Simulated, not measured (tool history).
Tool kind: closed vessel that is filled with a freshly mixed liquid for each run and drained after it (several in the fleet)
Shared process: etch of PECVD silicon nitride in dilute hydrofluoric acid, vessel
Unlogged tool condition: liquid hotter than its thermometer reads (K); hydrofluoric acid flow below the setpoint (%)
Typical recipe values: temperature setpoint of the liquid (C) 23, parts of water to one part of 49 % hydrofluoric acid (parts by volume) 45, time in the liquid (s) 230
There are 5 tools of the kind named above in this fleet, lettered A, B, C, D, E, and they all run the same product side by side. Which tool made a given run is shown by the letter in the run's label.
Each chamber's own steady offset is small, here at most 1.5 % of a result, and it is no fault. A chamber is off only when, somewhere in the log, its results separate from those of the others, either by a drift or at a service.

run,hour,temperature setpoint of the liquid (C),parts of water to one part of 49 % hydrofluoric acid (parts by volume),time in the liquid (s),hours since the thermometer was replaced,hours since the hydrofluoric acid flow meter was replaced,"read-back film thickness of the PECVD silicon nitride reference wafer, read on the same gauge (nm)",thickness taken off the PECVD silicon nitride on a monitor wafer (Å)
1A,9.9,23,45,230,1165.9,261.5,140.01,135.89
2C,22.5,23,45,230,251.2,291.5,140,136.66
3D,35.3,23,45,230,1494.9,1460.2,140.02,140.19
4E,43.6,23,45,230,710.9,319.6,140,137.49
5B,51.5,23,45,230,1961.1,380.7,140.02,137.7
6D,63.1,23,45,110,1522.7,1488,140,66.583
7E,73.4,23,45,110,740.7,349.4,139.98,65.699
8A,86,23,45,110,1242,337.6,140,65.995
9B,96.8,23,45,110,2006.4,426,140.01,66.096
10C,107.5,23,45,110,336.2,376.5,139.98,64.82
# hour 114.1: chamber D: hydrofluoric acid flow meter replaced
11D,115.7,23,45,230,1575.3,1.6,140.01,139.18
12E,122.2,23,45,230,789.5,398.2,140.02,139.24
13A,135,23,45,230,1291,386.6,140.02,137.21
14B,144.9,23,45,230,2054.5,474.1,139.98,139.45
15C,158.1,23,45,230,386.8,427.1,140.01,137.48
16D,169.9,23,45,230,1629.5,55.8,139.99,139.48
17B,182.5,23,45,230,2092.1,511.7,140.03,141.45
18E,190,23,45,230,857.3,466,139.99,137.36
19C,202,23,45,230,430.7,471,139.99,137
20A,211.9,23,45,230,1367.9,463.5,139.99,138.48
21B,219.9,23,45,230,2129.5,549.1,139.99,142.51
22E,227.5,23,45,230,894.8,503.5,139.98,138.16
23C,235.5,26,45,285,464.2,504.5,140.04,206.55
24A,249.6,26,45,285,1405.6,501.2,140.01,207.47
25D,263.2,26,45,285,1722.8,149.1,139.99,211.56
26E,273.4,26,45,285,940.7,549.4,139.99,210.65
27A,282.6,26,45,285,1438.6,534.2,139.99,206.3
28C,289.3,23,45,230,518,558.3,139.98,137.79
29D,299.3,23,45,230,1758.9,185.2,140.02,139.95
# hour 305.7: chamber B: hydrofluoric acid flow meter replaced
30B,312.1,23,45,230,2221.7,6.5,139.98,145.35
31B,320.2,23,45,230,2229.8,14.6,139.99,145.9
32A,332.8,23,45,95,1488.8,584.4,140.03,56.389
# hour 335.9: chamber E: hydrofluoric acid flow meter replaced
33C,344.4,23,45,95,573.1,613.4,139.99,56.647
34E,351.9,23,45,95,1019.2,16.1,139.95,56.777
35D,360.1,23,45,95,1819.7,246,140,57.502
36E,367.7,23,45,95,1035,31.9,140,56.515
37A,382.1,23,45,230,1538.1,633.7,140,136.96
38D,390.7,23,45,230,1850.3,276.6,140.01,140.04
39B,398.8,23,45,230,2308.4,93.2,140,147.05

Is one chamber off against the others, does the gauge drift, or is nothing wrong? If a chamber is off, say which, and what the likeliest cause is.

It is chamber B that slowly wanders off from its peers.
What lies behind it: liquid hotter than its thermometer reads (K) = 1.11.

Which of the 4 candidates below, each the usual settings with something changed and its results left as question marks, puts chamber B back in line with what the other chambers give on the usual settings?
In line means no further than this from the other chambers' mean on the usual settings: thickness taken off the PECVD silicon nitride on a monitor wafer (Å) 2.5
40B-1,409.2,23,45,240,,,,?
40B-2,409.2,22.5,45,230,,,,?
40B-3,409.2,23,45,245,,,,?
40B-4,409.2,23,45,215,,,,?

The other chambers' mean on the usual settings: thickness taken off the PECVD silicon nitride on a monitor wafer (Å) 137.83
run,thickness taken off the PECVD silicon nitride on a monitor wafer (Å)
40B-1,153.54
40B-2,142.15
40B-3,156.74
40B-4,137.55
The answer is 40B-4, which returns the chamber to within the allowed miss of the others.
